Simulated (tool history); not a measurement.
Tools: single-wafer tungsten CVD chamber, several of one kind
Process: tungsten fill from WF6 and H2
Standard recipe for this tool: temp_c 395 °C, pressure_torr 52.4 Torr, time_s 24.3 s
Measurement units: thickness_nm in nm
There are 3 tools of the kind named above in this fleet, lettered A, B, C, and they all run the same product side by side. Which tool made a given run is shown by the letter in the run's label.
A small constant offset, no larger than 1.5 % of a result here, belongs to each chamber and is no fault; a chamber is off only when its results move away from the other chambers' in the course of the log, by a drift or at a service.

run    day  temp_c  pressure_torr  time_s  read-back reference wafer on the same gauge, thickness_nm  thickness_nm
     0.129  -- chamber B: thermocouple changed; heater temperature recalibrated
 1B  0.367     395           52.4    24.3                                                     97.233        82.270
 2A  0.796     395           52.4    24.3                                                     97.250        82.676
 3C  1.279     395           52.4    24.3                                                     97.201        82.548
 4A  1.754     395           52.4    24.3                                                     97.232        82.756
     1.771  -- chamber A: thermocouple changed; heater temperature recalibrated
 5B  2.108     395           52.4    24.3                                                     97.211        82.368
 6C  2.600     395           52.4    24.3                                                     97.124        82.263
 7C  2.979     395           52.4    24.3                                                     97.097        82.389
 8B  3.292     395           52.4    24.3                                                     97.056        82.157
 9A  3.754     395           52.4    24.3                                                     97.058        82.605
     3.917  -- chamber C: capacitance manometer re-zeroed and calibrated
10C  3.988     395           52.4    24.3                                                     96.999        82.162
11A  4.229     395           59.0    24.3                                                     96.983        86.813
12B  4.517     395           59.0    24.3                                                     96.985        86.552
13C  4.946     395           59.0    24.3                                                     96.971        86.653
14B  5.342     395           52.4    24.3                                                     96.953        82.095
15A  5.846     395           52.4    24.3                                                     96.895        82.364
16C  6.200     395           52.4    24.3                                                     96.864        81.982
17B  6.467     395           52.4    24.3                                                     96.845        81.933
18A  6.738     395           52.4    24.3                                                     96.776        82.211
19B  7.154     395           52.4    24.3                                                     96.819        81.868
20C  7.454     395           44.3    19.7                                                     96.751        61.407
21A  7.729     395           44.3    19.7                                                     96.740        61.598
22A  8.046     395           44.3    19.7                                                     96.727        61.723
23C  8.346     395           52.4    24.3                                                     96.710        81.917
24B  8.650     395           52.4    24.3                                                     96.682        81.890
25A  8.879     395           52.4    24.3                                                     96.645        82.229

What goes on in this fleet: one chamber off, a drifting gauge, or nothing beyond the chambers' own small offsets? Name the chamber and the cause, if any.

None of the chambers is off. What moves is the gauge, dragging all their readings along together.
Likeliest cause: gauge reads low (%) = 0.685.
